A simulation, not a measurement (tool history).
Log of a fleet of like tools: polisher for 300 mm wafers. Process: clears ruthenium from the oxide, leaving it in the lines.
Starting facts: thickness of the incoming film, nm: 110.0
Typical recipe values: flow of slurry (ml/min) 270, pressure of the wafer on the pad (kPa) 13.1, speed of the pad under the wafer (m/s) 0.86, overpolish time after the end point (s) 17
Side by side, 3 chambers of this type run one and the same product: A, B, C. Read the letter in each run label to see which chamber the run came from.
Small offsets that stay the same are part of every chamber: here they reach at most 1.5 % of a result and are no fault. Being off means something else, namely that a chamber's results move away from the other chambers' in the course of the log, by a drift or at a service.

run	hour	flow of slurry (ml/min)	pressure of the wafer on the pad (kPa)	speed of the pad under the wafer (m/s)	overpolish time after the end point (s)	wafers polished on this pad	hours since the slurry nozzle was cleaned	hours since the head pressure was calibrated	time until the end point was called (s)
1C	3.6	270	13.1	0.86	17	153	312.2	201.6	106.85
# hour 6.7: chamber B: worn pad replaced by a new one
2A	8.8	270	13.1	0.86	17	373	177.6	221.3	102.51
3B	12.1	270	13.1	0.86	17	22	331.9	202.4	108.5
4C	16.8	270	13.1	0.86	17	207	325.4	214.8	105.25
5A	20.9	270	15.9	0.86	17	422	189.7	233.4	87.349
6B	24.4	270	15.9	0.86	17	72	344.2	214.7	86.171
7C	29.9	270	15.9	0.86	17	261	338.5	227.9	86.645
8A	35.2	270	13.1	0.86	17	481	204	247.7	102.14
9B	38.9	270	13.1	0.86	17	132	358.7	229.2	105.13
10A	42.8	270	13.1	0.86	17	512	211.6	255.3	104.99
11C	46.4	270	13.1	0.86	17	329	355	244.4	107.55
12B	50.4	270	13.1	0.86	17	179	370.2	240.7	106.66
13B	54.1	270	13.1	0.86	17	194	373.9	244.4	107.27
14A	60.7	270	13.1	0.86	17	586	229.5	273.2	105.93
15C	67.5	270	13.1	0.86	17	415	376.1	265.5	106.13
16A	73.6	270	13.1	0.86	17	639	242.4	286.1	105.57
17C	79.1	270	13.1	0.86	17	463	387.7	277.1	106.43
18B	82.8	270	13.1	1	13	312	402.6	273.1	91.806
# hour 85.7: chamber B: slurry nozzle cleaned
19C	87.4	270	13.1	1	13	497	396	285.4	93.631
20B	91.1	270	13.1	1	13	346	5.4	281.4	93.991
21A	97.3	270	13.1	0.86	17	736	266.1	309.8	102.65
22C	101.5	270	13.1	0.86	17	555	410.1	299.5	105.54
23B	106.1	270	13.1	0.86	17	408	20.4	296.4	105.03
24A	110.6	310	13.1	0.86	13	790	279.4	323.1	104.75
25B	114.9	310	13.1	0.86	13	444	29.2	305.2	106.01
26C	119.2	310	13.1	0.86	13	627	427.8	317.2	108.05
27A	124.4	270	13.1	0.86	17	847	293.2	336.9	102.56
28A	129.5	335	13.1	0.76	17	868	298.3	342	114.82
29B	136.3	335	13.1	0.76	17	532	50.6	326.6	118.77
30C	140	335	13.1	0.76	17	713	448.6	338	116.93
31B	146	270	13.1	0.86	17	571	60.3	336.3	108.5
32C	151.4	270	13.1	0.86	17	759	460	349.4	105.95
33A	156.5	270	13.1	0.86	17	979	325.3	369	105.39
34B	162.2	270	13.1	0.86	17	638	76.5	352.5	108.59

Is one chamber out of step, is the gauge drifting, or do the chambers differ by no more than their own small offsets? For an off chamber, give its letter and the likeliest cause.

Nothing is wrong: each chamber keeps only its own small, steady offset and the gauge holds still.
